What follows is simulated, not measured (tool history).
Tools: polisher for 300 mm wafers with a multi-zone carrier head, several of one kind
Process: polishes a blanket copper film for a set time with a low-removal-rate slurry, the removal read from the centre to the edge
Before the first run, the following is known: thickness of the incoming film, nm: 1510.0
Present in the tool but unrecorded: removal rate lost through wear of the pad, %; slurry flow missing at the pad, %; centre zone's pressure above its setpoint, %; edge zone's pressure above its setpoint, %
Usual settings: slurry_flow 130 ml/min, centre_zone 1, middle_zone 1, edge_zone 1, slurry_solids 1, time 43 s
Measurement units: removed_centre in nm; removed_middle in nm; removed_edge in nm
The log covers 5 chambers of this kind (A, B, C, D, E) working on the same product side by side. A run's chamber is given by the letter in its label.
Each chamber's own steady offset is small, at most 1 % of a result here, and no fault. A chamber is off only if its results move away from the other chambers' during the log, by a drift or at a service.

| run | day | slurry_flow | centre_zone | middle_zone | edge_zone | slurry_solids | time | wafers polished on this pad | hours since the slurry nozzle was cleaned | hours since the centre zone pressure was calibrated | hours since the edge zone pressure was calibrated | removed_centre | removed_middle | removed_edge |
|---|---|---|---|---|---|---|---|---|---|---|---|---|---|---|
| 1B | 0.175 | 130 | 1 | 1 | 1 | 1 | 43 | 571 | 253 | 22.2 | 594.1 | 123 | 118.62 | 119.26 |
| 2E | 0.438 | 130 | 1 | 1 | 1 | 1 | 43 | 1288 | 187.2 | 1413 | 616.8 | 114.79 | 120.83 | 118.88 |
|  | 0.571 | chamber D: worn pad replaced by a new one |
|  | 0.633 | chamber E: worn pad replaced by a new one |
| 3C | 0.654 | 130 | 1 | 1 | 1 | 1 | 43 | 539 | 267.8 | 54.1 | 71 | 121.64 | 119.55 | 121.32 |
| 4D | 0.796 | 130 | 1 | 1 | 1 | 1 | 43 | 69 | 249.6 | 24.7 | 975.9 | 119.16 | 121.87 | 120.33 |
| 5A | 1.058 | 130 | 1 | 1 | 1 | 1 | 43 | 388 | 832.6 | 678.2 | 178.3 | 116.71 | 118.41 | 118.47 |
| 6D | 1.321 | 130 | 1 | 1 | 1 | 1 | 43 | 229 | 262.2 | 37.3 | 988.5 | 124.98 | 119.27 | 116.62 |
|  | 1.396 | chamber C: worn pad replaced by a new one |
|  | 1.421 | chamber C: slurry nozzle cleaned |
|  | 1.421 | chamber E: centre zone pressure recalibrated |
| 7C | 1.496 | 130 | 1 | 1 | 1 | 1 | 43 | 31 | 1.9 | 74.3 | 91.2 | 123.63 | 120.77 | 120.08 |
| 8B | 1.7 | 130 | 1 | 1 | 1 | 1 | 43 | 1035 | 289.6 | 58.8 | 630.7 | 120.34 | 120.32 | 120.19 |
| 9A | 1.942 | 130 | 1.1 | 0.95 | 1 | 1 | 43 | 657 | 853.8 | 699.4 | 199.5 | 130.74 | 111.17 | 120.27 |
|  | 2.062 | chamber A: slurry nozzle cleaned |
| 10E | 2.138 | 130 | 1.1 | 0.95 | 1 | 1 | 43 | 458 | 228 | 17.3 | 657.6 | 132.32 | 114.98 | 119.24 |
|  | 2.233 | chamber D: slurry nozzle cleaned |
| 11E | 2.296 | 130 | 1.1 | 0.95 | 1 | 1 | 43 | 506 | 231.8 | 21.1 | 661.4 | 129.97 | 113.71 | 122.34 |
|  | 2.45 | chamber A: worn pad replaced by a new one |
| 12C | 2.529 | 130 | 1.1 | 0.95 | 1 | 1 | 43 | 345 | 26.7 | 99.1 | 116 | 132.2 | 114.69 | 117.18 |
| 13A | 2.696 | 130 | 1.1 | 0.95 | 1 | 1 | 43 | 75 | 15.2 | 717.5 | 217.6 | 131.16 | 113.18 | 117.86 |
| 14D | 2.958 | 130 | 1 | 1 | 1 | 1 | 43 | 727 | 17.4 | 76.6 | 1027.8 | 121.95 | 121.02 | 118.6 |
|  | 3.071 | chamber B: worn pad replaced by a new one |
| 15B | 3.225 | 130 | 0.96 | 1 | 1 | 0.7 | 43 | 47 | 326.2 | 95.4 | 667.3 | 106.66 | 108.61 | 106.53 |
| 16D | 3.383 | 130 | 0.96 | 1 | 1 | 0.7 | 43 | 857 | 27.6 | 86.8 | 1038 | 103.81 | 111.97 | 110.17 |
|  | 3.408 | chamber C: worn pad replaced by a new one |
| 17C | 3.521 | 130 | 0.96 | 1 | 1 | 0.7 | 43 | 34 | 50.5 | 122.9 | 139.8 | 107.2 | 112.02 | 109.3 |
| 18B | 3.654 | 130 | 0.96 | 1 | 1 | 0.7 | 43 | 177 | 336.5 | 105.7 | 677.6 | 104.01 | 107.41 | 111 |
| 19A | 3.829 | 130 | 0.96 | 1 | 1 | 0.7 | 43 | 420 | 42.4 | 744.7 | 244.8 | 104.51 | 111.19 | 108.27 |
| 20E | 4.017 | 130 | 1 | 1 | 1 | 1 | 43 | 1029 | 273.1 | 62.4 | 702.7 | 117.12 | 121.02 | 121.75 |
| 21D | 4.204 | 130 | 1 | 1 | 1 | 1 | 43 | 1107 | 47.3 | 106.5 | 1057.7 | 119.45 | 119.86 | 117.58 |
| 22A | 4.433 | 130 | 1 | 1 | 1 | 1 | 43 | 604 | 56.9 | 759.2 | 259.3 | 115.57 | 116.53 | 118.86 |
| 23E | 4.592 | 130 | 1 | 1 | 1 | 1 | 34 | 1204 | 286.9 | 76.2 | 716.5 | 93.457 | 95.433 | 94.294 |
|  | 4.738 | chamber D: edge zone pressure recalibrated |
|  | 4.742 | chamber E: worn pad replaced by a new one |
| 24C | 4.783 | 130 | 1 | 1 | 1 | 1 | 34 | 418 | 80.8 | 153.2 | 170.1 | 96.01 | 96.253 | 93.449 |
|  | 4.979 | chamber A: worn pad replaced by a new one |
| 25B | 4.992 | 130 | 1 | 1 | 1 | 1 | 34 | 584 | 368.6 | 137.8 | 709.7 | 89.446 | 88.16 | 91.168 |
|  | 5.067 | chamber D: worn pad replaced by a new one |
| 26E | 5.192 | 130 | 1 | 1 | 1 | 1 | 34 | 138 | 301.3 | 90.6 | 730.9 | 93.58 | 93.459 | 93.443 |
| 27A | 5.304 | 130 | 1 | 1 | 1 | 1 | 34 | 99 | 77.8 | 780.1 | 280.2 | 92.84 | 94.332 | 95.079 |
|  | 5.512 | chamber C: worn pad replaced by a new one |
| 28B | 5.55 | 130 | 1 | 1 | 1 | 1 | 43 | 754 | 382 | 151.2 | 723.1 | 109.7 | 110.25 | 114.73 |
| 29C | 5.708 | 130 | 1 | 1 | 1 | 1.2 | 36 | 60 | 103 | 175.4 | 192.3 | 103.32 | 103.49 | 104.62 |
| 30D | 5.858 | 130 | 1 | 1 | 1 | 1.2 | 36 | 241 | 87 | 146.2 | 26.9 | 107.42 | 105.24 | 104.28 |
| 31E | 6.104 | 130 | 1 | 1 | 1 | 1.2 | 36 | 415 | 323.2 | 112.5 | 752.8 | 102.09 | 103.31 | 102.55 |
| 32C | 6.296 | 130 | 1 | 1 | 1 | 1.2 | 36 | 239 | 117.1 | 189.5 | 206.4 | 104.33 | 103.65 | 104.4 |
| 33D | 6.442 | 130 | 1 | 1 | 1 | 1.2 | 36 | 419 | 101 | 160.2 | 40.9 | 106.03 | 103.35 | 105.27 |
| 34A | 6.704 | 130 | 1 | 1 | 1 | 1 | 43 | 525 | 111.4 | 813.7 | 313.8 | 120.03 | 119.36 | 119.71 |
| 35B | 6.825 | 130 | 1 | 1 | 1 | 1 | 43 | 1142 | 412.6 | 181.8 | 753.7 | 105.4 | 105.54 | 111.94 |
| 36C | 7.054 | 130 | 1 | 1 | 1 | 1 | 43 | 469 | 135.3 | 207.7 | 224.6 | 118.04 | 120.44 | 119.96 |

Read the log: is a single chamber off, either drifting away or since a service, is the gauge that measures every chamber drifting, or is nothing wrong beyond small per-chamber offsets? Name any odd chamber and what most likely caused it.

Chamber B drifts away from the others.
Likeliest cause: slurry flow missing at the pad, % = 37.

Here are 4 candidates for chamber B's next run, each the usual settings with a change, their results left as question marks. Which one brings its results back in line with what the others give on the usual settings?
A result is in line if it is within this distance of the other chambers' mean on the usual settings: removed_centre 6.1 nm; removed_middle 4.1 nm; removed_edge 6.1 nm
| 37B-1 | 7.246 | 110 | 0.94 | 0.95 | 1.05 | 1 | 37 |  |  |  |  | ? | ? | ? |
| 37B-2 | 7.246 | 155 | 1.07 | 1.05 | 0.95 | 1.05 | 50 |  |  |  |  | ? | ? | ? |
| 37B-3 | 7.246 | 145 | 1.04 | 1.02 | 0.98 | 1 | 47 |  |  |  |  | ? | ? | ? |
| 37B-4 | 7.246 | 120 | 0.97 | 0.97 | 1.03 | 1 | 40 |  |  |  |  | ? | ? | ? |

Usual-settings mean across the other chambers: removed_centre 119.54 nm; removed_middle 119.15 nm; removed_edge 119.24 nm
| run | removed_centre | removed_middle | removed_edge |
|---|---|---|---|
| 37B-1 | 76.896 | 80.302 | 91.949 |
| 37B-2 | 138.76 | 135.13 | 128.53 |
| 37B-3 | 122.29 | 120 | 119.9 |
| 37B-4 | 89.514 | 91.494 | 100.48 |
With 37B-3, the chamber falls back in line with the rest.
